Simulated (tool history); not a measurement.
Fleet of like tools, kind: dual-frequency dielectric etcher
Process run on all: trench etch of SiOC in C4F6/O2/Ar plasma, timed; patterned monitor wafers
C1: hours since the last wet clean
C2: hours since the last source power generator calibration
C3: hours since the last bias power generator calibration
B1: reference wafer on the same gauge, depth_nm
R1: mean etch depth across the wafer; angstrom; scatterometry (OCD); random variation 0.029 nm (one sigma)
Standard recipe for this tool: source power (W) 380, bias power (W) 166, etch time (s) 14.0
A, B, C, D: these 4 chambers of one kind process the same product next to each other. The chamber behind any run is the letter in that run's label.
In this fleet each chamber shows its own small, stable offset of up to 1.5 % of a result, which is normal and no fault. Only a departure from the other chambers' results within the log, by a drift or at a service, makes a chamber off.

{"run": "1C", "hour": 4.1, "source power (W)": 380, "bias power (W)": 166, "etch time (s)": 14.0, "C1": 195.0, "C2": 1670.2, "C3": 105.6, "B1": 29.188, "R1": 274.08}
{"run": "2D", "hour": 7.0, "source power (W)": 380, "bias power (W)": 166, "etch time (s)": 14.0, "C1": 21.7, "C2": 425.5, "C3": 3109.0, "B1": 29.195, "R1": 278.02}
{"run": "3A", "hour": 9.8, "source power (W)": 380, "bias power (W)": 166, "etch time (s)": 14.0, "C1": 381.6, "C2": 276.0, "C3": 2241.1, "B1": 29.191, "R1": 277.12}
{"run": "4B", "hour": 13.1, "source power (W)": 380, "bias power (W)": 166, "etch time (s)": 14.0, "C1": 319.1, "C2": 2455.0, "C3": 734.5, "B1": 29.186, "R1": 276.28}
{"run": "5B", "hour": 17.4, "source power (W)": 380, "bias power (W)": 166, "etch time (s)": 14.0, "C1": 323.4, "C2": 2459.3, "C3": 738.8, "B1": 29.183, "R1": 276.48}
{"run": "6A", "hour": 22.0, "source power (W)": 380, "bias power (W)": 166, "etch time (s)": 14.0, "C1": 393.8, "C2": 288.2, "C3": 2253.3, "B1": 29.189, "R1": 277.49}
{"run": "7C", "hour": 27.8, "source power (W)": 380, "bias power (W)": 166, "etch time (s)": 14.0, "C1": 218.7, "C2": 1693.9, "C3": 129.3, "B1": 29.182, "R1": 273.38}
{"run": "8D", "hour": 31.5, "source power (W)": 380, "bias power (W)": 166, "etch time (s)": 14.0, "C1": 46.2, "C2": 450.0, "C3": 3133.5, "B1": 29.166, "R1": 277.02}
{"hour": 32.2, "done": "chamber A: wet clean of the chamber"}
{"run": "9C", "hour": 36.5, "source power (W)": 410, "bias power (W)": 166, "etch time (s)": 14.0, "C1": 227.4, "C2": 1702.6, "C3": 138.0, "B1": 29.173, "R1": 282.05}
{"run": "10D", "hour": 40.4, "source power (W)": 410, "bias power (W)": 166, "etch time (s)": 14.0, "C1": 55.1, "C2": 458.9, "C3": 3142.4, "B1": 29.172, "R1": 285.92}
{"run": "11B", "hour": 45.7, "source power (W)": 410, "bias power (W)": 166, "etch time (s)": 14.0, "C1": 351.7, "C2": 2487.6, "C3": 767.1, "B1": 29.164, "R1": 285.07}
{"run": "12A", "hour": 49.3, "source power (W)": 410, "bias power (W)": 166, "etch time (s)": 14.0, "C1": 17.2, "C2": 315.5, "C3": 2280.6, "B1": 29.162, "R1": 285.41}
{"run": "13C", "hour": 53.0, "source power (W)": 380, "bias power (W)": 166, "etch time (s)": 14.0, "C1": 243.9, "C2": 1719.1, "C3": 154.5, "B1": 29.157, "R1": 273.2}
{"run": "14D", "hour": 56.4, "source power (W)": 380, "bias power (W)": 166, "etch time (s)": 14.0, "C1": 71.1, "C2": 474.9, "C3": 3158.4, "B1": 29.152, "R1": 277.06}
{"run": "15B", "hour": 59.5, "source power (W)": 380, "bias power (W)": 166, "etch time (s)": 14.0, "C1": 365.5, "C2": 2501.4, "C3": 780.9, "B1": 29.158, "R1": 275.83}
{"run": "16A", "hour": 62.8, "source power (W)": 380, "bias power (W)": 166, "etch time (s)": 14.0, "C1": 30.7, "C2": 329.0, "C3": 2294.1, "B1": 29.15, "R1": 276.98}
{"run": "17C", "hour": 68.3, "source power (W)": 380, "bias power (W)": 166, "etch time (s)": 14.0, "C1": 259.2, "C2": 1734.4, "C3": 169.8, "B1": 29.145, "R1": 273.47}
{"run": "18D", "hour": 73.6, "source power (W)": 380, "bias power (W)": 166, "etch time (s)": 14.0, "C1": 88.3, "C2": 492.1, "C3": 3175.6, "B1": 29.139, "R1": 276.75}
{"run": "19A", "hour": 78.0, "source power (W)": 380, "bias power (W)": 166, "etch time (s)": 14.0, "C1": 45.9, "C2": 344.2, "C3": 2309.3, "B1": 29.13, "R1": 276.3}
{"run": "20B", "hour": 83.4, "source power (W)": 380, "bias power (W)": 166, "etch time (s)": 14.0, "C1": 389.4, "C2": 2525.3, "C3": 804.8, "B1": 29.135, "R1": 275.68}
{"run": "21D", "hour": 89.0, "source power (W)": 380, "bias power (W)": 166, "etch time (s)": 14.0, "C1": 103.7, "C2": 507.5, "C3": 3191.0, "B1": 29.133, "R1": 276.69}
{"run": "22A", "hour": 92.6, "source power (W)": 380, "bias power (W)": 166, "etch time (s)": 14.0, "C1": 60.5, "C2": 358.8, "C3": 2323.9, "B1": 29.124, "R1": 276.53}
{"run": "23C", "hour": 96.8, "source power (W)": 380, "bias power (W)": 166, "etch time (s)": 11.5, "C1": 287.7, "C2": 1762.9, "C3": 198.3, "B1": 29.111, "R1": 224.57}
{"run": "24B", "hour": 100.5, "source power (W)": 380, "bias power (W)": 166, "etch time (s)": 11.5, "C1": 406.5, "C2": 2542.4, "C3": 821.9, "B1": 29.118, "R1": 226.45}
{"hour": 102.9, "done": "chamber B: wet clean of the chamber"}
{"run": "25C", "hour": 105.3, "source power (W)": 380, "bias power (W)": 166, "etch time (s)": 11.5, "C1": 296.2, "C2": 1771.4, "C3": 206.8, "B1": 29.114, "R1": 223.83}
{"run": "26B", "hour": 108.5, "source power (W)": 380, "bias power (W)": 166, "etch time (s)": 11.5, "C1": 5.6, "C2": 2550.4, "C3": 829.9, "B1": 29.12, "R1": 226.67}
{"run": "27A", "hour": 113.4, "source power (W)": 380, "bias power (W)": 166, "etch time (s)": 14.0, "C1": 81.3, "C2": 379.6, "C3": 2344.7, "B1": 29.109, "R1": 275.69}
{"run": "28D", "hour": 118.1, "source power (W)": 380, "bias power (W)": 166, "etch time (s)": 14.0, "C1": 132.8, "C2": 536.6, "C3": 3220.1, "B1": 29.103, "R1": 276.3}
{"run": "29D", "hour": 121.8, "source power (W)": 380, "bias power (W)": 166, "etch time (s)": 14.0, "C1": 136.5, "C2": 540.3, "C3": 3223.8, "B1": 29.1, "R1": 276.92}
{"run": "30A", "hour": 125.7, "source power (W)": 380, "bias power (W)": 166, "etch time (s)": 12.5, "C1": 93.6, "C2": 391.9, "C3": 2357.0, "B1": 29.097, "R1": 246.7}
{"run": "31B", "hour": 128.9, "source power (W)": 380, "bias power (W)": 166, "etch time (s)": 12.5, "C1": 26.0, "C2": 2570.8, "C3": 850.3, "B1": 29.092, "R1": 245.73}
{"run": "32C", "hour": 132.3, "source power (W)": 380, "bias power (W)": 166, "etch time (s)": 12.5, "C1": 323.2, "C2": 1798.4, "C3": 233.8, "B1": 29.082, "R1": 243.65}
{"run": "33A", "hour": 136.5, "source power (W)": 380, "bias power (W)": 166, "etch time (s)": 12.5, "C1": 104.4, "C2": 402.7, "C3": 2367.8, "B1": 29.084, "R1": 246.57}
{"run": "34B", "hour": 141.0, "source power (W)": 380, "bias power (W)": 166, "etch time (s)": 14.0, "C1": 38.1, "C2": 2582.9, "C3": 862.4, "B1": 29.093, "R1": 275.41}
{"run": "35C", "hour": 146.0, "source power (W)": 380, "bias power (W)": 166, "etch time (s)": 14.0, "C1": 336.9, "C2": 1812.1, "C3": 247.5, "B1": 29.077, "R1": 272.52}
{"run": "36D", "hour": 149.3, "source power (W)": 380, "bias power (W)": 138, "etch time (s)": 14.0, "C1": 164.0, "C2": 567.8, "C3": 3251.3, "B1": 29.078, "R1": 261.66}

Read the log: is a single chamber off, either drifting away or since a service, is the gauge that measures every chamber drifting, or is nothing wrong beyond small per-chamber offsets? Name any odd chamber and what most likely caused it.

None of the chambers is off. What moves is the gauge, dragging all their readings along together.
Most likely cause: gauge reads low (%) = 0.435.

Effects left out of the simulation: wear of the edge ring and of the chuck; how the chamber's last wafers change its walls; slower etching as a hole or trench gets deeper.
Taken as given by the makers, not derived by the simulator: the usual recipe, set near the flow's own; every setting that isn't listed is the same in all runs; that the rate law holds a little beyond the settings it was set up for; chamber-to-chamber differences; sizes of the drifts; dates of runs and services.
